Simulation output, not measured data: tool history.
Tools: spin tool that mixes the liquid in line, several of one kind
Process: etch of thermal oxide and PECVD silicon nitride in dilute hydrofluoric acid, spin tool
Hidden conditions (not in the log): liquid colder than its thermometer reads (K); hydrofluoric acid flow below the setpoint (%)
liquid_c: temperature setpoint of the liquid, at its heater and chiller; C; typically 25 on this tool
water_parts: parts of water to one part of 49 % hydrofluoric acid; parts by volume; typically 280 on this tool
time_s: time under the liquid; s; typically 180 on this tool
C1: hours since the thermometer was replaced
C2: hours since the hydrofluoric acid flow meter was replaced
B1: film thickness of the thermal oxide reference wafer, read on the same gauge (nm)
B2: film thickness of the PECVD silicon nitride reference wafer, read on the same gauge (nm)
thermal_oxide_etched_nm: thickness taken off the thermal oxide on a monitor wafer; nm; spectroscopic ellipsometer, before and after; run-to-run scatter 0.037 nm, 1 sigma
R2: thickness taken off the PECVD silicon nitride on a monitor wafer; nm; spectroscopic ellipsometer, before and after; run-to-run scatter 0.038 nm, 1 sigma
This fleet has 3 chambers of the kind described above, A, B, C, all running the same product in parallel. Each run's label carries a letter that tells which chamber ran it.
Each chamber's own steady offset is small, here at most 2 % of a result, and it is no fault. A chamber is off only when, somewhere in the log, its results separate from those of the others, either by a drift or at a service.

Run 1B, hour 2.3: usual settings; C1 172.3; C2 740.1; B1 150.01; B2 119.97. Result: thermal_oxide_etched_nm 2.5858 nm, R2 2.8618 nm.
Run 2C, hour 4.9: usual settings; C1 2155.6; C2 360.2; B1 150; B2 119.99. Result: thermal_oxide_etched_nm 2.5306 nm, R2 2.912 nm.
Run 3A, hour 8.8: usual settings; C1 216.6; C2 1638.2; B1 150; B2 120.01. Result: thermal_oxide_etched_nm 2.5807 nm, R2 2.8888 nm.
Run 4A, hour 11.1: usual settings; C1 218.9; C2 1640.5; B1 150.01; B2 120. Result: thermal_oxide_etched_nm 2.5484 nm, R2 2.8472 nm.
Run 5B, hour 13.8: usual settings but water_parts 340 parts by volume; C1 183.8; C2 751.6; B1 149.99; B2 119.99. Result: thermal_oxide_etched_nm 1.9882 nm, R2 2.3784 nm.
Run 6C, hour 16.7: usual settings but water_parts 340 parts by volume; C1 2167.4; C2 372; B1 149.99; B2 120.02. Result: thermal_oxide_etched_nm 1.9344 nm, R2 2.3697 nm.
Run 7A, hour 19.9: usual settings but water_parts 340 parts by volume; C1 227.7; C2 1649.3; B1 149.98; B2 120. Result: thermal_oxide_etched_nm 2.0429 nm, R2 2.3366 nm.
Run 8B, hour 23.6: usual settings; C1 193.6; C2 761.4; B1 149.99; B2 119.99. Result: thermal_oxide_etched_nm 2.5345 nm, R2 2.8592 nm.
Run 9C, hour 28.3: usual settings; C1 2179; C2 383.6; B1 149.99; B2 119.97. Result: thermal_oxide_etched_nm 2.4903 nm, R2 2.85 nm.
Run 10C, hour 31.4: usual settings; C1 2182.1; C2 386.7; B1 150.01; B2 120.01. Result: thermal_oxide_etched_nm 2.5293 nm, R2 2.7607 nm.
Run 11A, hour 34.8: usual settings; C1 242.6; C2 1664.2; B1 150.01; B2 119.99. Result: thermal_oxide_etched_nm 2.6438 nm, R2 2.8502 nm.
Run 12B, hour 39.4: usual settings; C1 209.4; C2 777.2; B1 149.99; B2 120.02. Result: thermal_oxide_etched_nm 2.5773 nm, R2 2.8408 nm.
Run 13C, hour 42.8: usual settings; C1 2193.5; C2 398.1; B1 150.01; B2 120.01. Result: thermal_oxide_etched_nm 2.4494 nm, R2 2.8633 nm.
Run 14B, hour 46.2: usual settings but water_parts 350 parts by volume; C1 216.2; C2 784; B1 150; B2 120.02. Result: thermal_oxide_etched_nm 1.8717 nm, R2 2.3314 nm.
Run 15A, hour 48.6: usual settings but water_parts 350 parts by volume; C1 256.4; C2 1678; B1 149.99; B2 120. Result: thermal_oxide_etched_nm 1.8802 nm, R2 2.3031 nm.
Run 16B, hour 52.9: usual settings but water_parts 350 parts by volume; C1 222.9; C2 790.7; B1 149.99; B2 120.01. Result: thermal_oxide_etched_nm 1.8888 nm, R2 2.3225 nm.
Run 17A, hour 56.2: usual settings; C1 264; C2 1685.6; B1 150; B2 119.99. Result: thermal_oxide_etched_nm 2.5539 nm, R2 2.9423 nm.
Run 18C, hour 58.9: usual settings; C1 2209.6; C2 414.2; B1 150; B2 120.01. Result: thermal_oxide_etched_nm 2.4778 nm, R2 2.8026 nm.
Run 19B, hour 63.6: usual settings; C1 233.6; C2 801.4; B1 149.99; B2 120. Result: thermal_oxide_etched_nm 2.5787 nm, R2 2.9119 nm.
Run 20C, hour 67.4: usual settings; C1 2218.1; C2 422.7; B1 150.02; B2 120.03. Result: thermal_oxide_etched_nm 2.3409 nm, R2 2.7175 nm.
Run 21A, hour 71.6: usual settings; C1 279.4; C2 1701; B1 150.01; B2 119.99. Result: thermal_oxide_etched_nm 2.6081 nm, R2 2.8495 nm.
Run 22A, hour 76.4: usual settings; C1 284.2; C2 1705.8; B1 149.98; B2 119.99. Result: thermal_oxide_etched_nm 2.6052 nm, R2 2.8787 nm.
Run 23B, hour 80.5: usual settings; C1 250.5; C2 818.3; B1 150.02; B2 119.99. Result: thermal_oxide_etched_nm 2.5092 nm, R2 2.8965 nm.
Run 24C, hour 83.5: usual settings; C1 2234.2; C2 438.8; B1 149.99; B2 119.98. Result: thermal_oxide_etched_nm 2.3121 nm, R2 2.7622 nm.
Run 25B, hour 87: usual settings; C1 257; C2 824.8; B1 150; B2 120.01. Result: thermal_oxide_etched_nm 2.5516 nm, R2 2.9183 nm.
Run 26A, hour 90.9: usual settings; C1 298.7; C2 1720.3; B1 149.99; B2 119.99. Result: thermal_oxide_etched_nm 2.6452 nm, R2 2.9918 nm.
Run 27C, hour 95.6: usual settings; C1 2246.3; C2 450.9; B1 149.98; B2 119.97. Result: thermal_oxide_etched_nm 2.3594 nm, R2 2.7038 nm.
Run 28A, hour 98.4: usual settings; C1 306.2; C2 1727.8; B1 150.01; B2 119.97. Result: thermal_oxide_etched_nm 2.6251 nm, R2 2.884 nm.
Run 29B, hour 100.5: usual settings but water_parts 185 parts by volume; C1 270.5; C2 838.3; B1 149.99; B2 120.01. Result: thermal_oxide_etched_nm 4.331 nm, R2 4.3604 nm.
Run 30C, hour 102.9: usual settings but water_parts 185 parts by volume; C1 2253.6; C2 458.2; B1 150.01; B2 120. Result: thermal_oxide_etched_nm 3.817 nm, R2 4.1148 nm.
Run 31B, hour 105.3: usual settings but water_parts 185 parts by volume; C1 275.3; C2 843.1; B1 149.98; B2 119.99. Result: thermal_oxide_etched_nm 4.3634 nm, R2 4.3117 nm.
Run 32C, hour 108.7: usual settings; C1 2259.4; C2 464; B1 150; B2 120.02. Result: thermal_oxide_etched_nm 2.3008 nm, R2 2.6939 nm.
Run 33A, hour 112.5: usual settings; C1 320.3; C2 1741.9; B1 150.01; B2 120. Result: thermal_oxide_etched_nm 2.565 nm, R2 2.9212 nm.
Run 34A, hour 115.1: usual settings; C1 322.9; C2 1744.5; B1 150.01; B2 120. Result: thermal_oxide_etched_nm 2.572 nm, R2 2.8957 nm.
Run 35B, hour 119.7: usual settings; C1 289.7; C2 857.5; B1 150.01; B2 120.02. Result: thermal_oxide_etched_nm 2.5276 nm, R2 2.9294 nm.
Run 36C, hour 124.5: usual settings but time_s 125 s; C1 2275.2; C2 479.8; B1 149.98; B2 119.97. Result: thermal_oxide_etched_nm 1.572 nm, R2 1.8163 nm.
Run 37A, hour 127.7: usual settings but time_s 125 s; C1 335.5; C2 1757.1; B1 150.01; B2 120.01. Result: thermal_oxide_etched_nm 1.7563 nm, R2 1.9965 nm.
Run 38C, hour 132.1: usual settings but time_s 125 s; C1 2282.8; C2 487.4; B1 150.01; B2 120.03. Result: thermal_oxide_etched_nm 1.577 nm, R2 1.8032 nm.
Run 39B, hour 136.9: usual settings; C1 306.9; C2 874.7; B1 149.99; B2 120. Result: thermal_oxide_etched_nm 2.5881 nm, R2 2.8649 nm.

All chambers now run identical settings, listed one chamber a line with results as question marks. What results will each chamber show?
Run 40A, hour 140.4: usual settings but time_s 85 s. Result: thermal_oxide_etched_nm ?, R2 ?.
Run 40B, hour 140.4: usual settings but time_s 85 s. Result: thermal_oxide_etched_nm ?, R2 ?.
Run 40C, hour 140.4: usual settings but time_s 85 s. Result: thermal_oxide_etched_nm ?, R2 ?.

run  thermal_oxide_etched_nm      R2
40A                   1.2284  1.3744
40B                   1.2135  1.3696
40C                   1.0659  1.2291

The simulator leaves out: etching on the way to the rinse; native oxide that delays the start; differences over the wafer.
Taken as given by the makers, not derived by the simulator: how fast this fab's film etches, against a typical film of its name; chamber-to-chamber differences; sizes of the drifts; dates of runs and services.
